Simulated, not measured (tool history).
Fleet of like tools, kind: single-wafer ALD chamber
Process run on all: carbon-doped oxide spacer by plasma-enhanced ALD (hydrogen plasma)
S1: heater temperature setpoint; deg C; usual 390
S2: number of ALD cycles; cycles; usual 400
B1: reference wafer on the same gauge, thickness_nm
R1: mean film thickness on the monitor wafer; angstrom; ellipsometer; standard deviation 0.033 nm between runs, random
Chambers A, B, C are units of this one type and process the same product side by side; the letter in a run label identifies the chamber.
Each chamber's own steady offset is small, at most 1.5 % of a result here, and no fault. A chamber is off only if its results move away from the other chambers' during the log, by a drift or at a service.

run 1C hour=3.7 | S1=390 S2=400 | B1=19.201 | R1=198.21
run 2B hour=8.3 | S1=390 S2=400 | B1=19.206 | R1=198.21
run 3A hour=12.2 | S1=390 S2=400 | B1=19.219 | R1=199.23
run 4B hour=15.7 | S1=390 S2=400 | B1=19.218 | R1=198.20
run 5A hour=21.4 | S1=390 S2=400 | B1=19.218 | R1=199.31
run 6C hour=27.4 | S1=390 S2=400 | B1=19.226 | R1=198.21
run 7A hour=34.1 | S1=390 S2=400 | B1=19.224 | R1=199.20
run 8C hour=38.5 | S1=390 S2=400 | B1=19.227 | R1=198.19
run 9B hour=45.2 | S1=390 S2=400 | B1=19.237 | R1=198.12
run 10C hour=51.9 | S1=390 S2=400 | B1=19.252 | R1=198.07
run 11B hour=56.4 | S1=390 S2=400 | B1=19.238 | R1=198.25
run 12A hour=62.2 | S1=390 S2=400 | B1=19.268 | R1=198.98
run 13A hour=69.0 | S1=390 S2=424 | B1=19.259 | R1=211.55
run 14C hour=76.3 | S1=390 S2=424 | B1=19.269 | R1=210.38
run 15B hour=80.1 | S1=390 S2=424 | B1=19.267 | R1=210.59
run 16B hour=87.2 | S1=390 S2=400 | B1=19.281 | R1=198.82
-- hour=89.8 chamber B: thermocouple changed; heater temperature recalibrated
run 17C hour=92.3 | S1=390 S2=400 | B1=19.272 | R1=198.58
run 18A hour=96.5 | S1=390 S2=400 | B1=19.285 | R1=199.58
run 19A hour=103.9 | S1=390 S2=400 | B1=19.290 | R1=199.67
run 20C hour=111.0 | S1=390 S2=400 | B1=19.301 | R1=199.43
run 21B hour=115.6 | S1=390 S2=400 | B1=19.306 | R1=199.43
run 22C hour=121.2 | S1=395 S2=472 | B1=19.309 | R1=235.00
run 23B hour=128.5 | S1=395 S2=472 | B1=19.316 | R1=236.18
run 24A hour=136.0 | S1=395 S2=472 | B1=19.315 | R1=236.13
run 25A hour=143.4 | S1=390 S2=400 | B1=19.321 | R1=199.82

Read the log: is a single chamber off, either drifting away or since a service, is the gauge that measures every chamber drifting, or is nothing wrong beyond small per-chamber offsets? Name any odd chamber and what most likely caused it.

Every chamber seems to shift together because the gauge that measures them all drifts; the chambers themselves are fine.
Likeliest cause: gauge reads high (%) = 0.682.
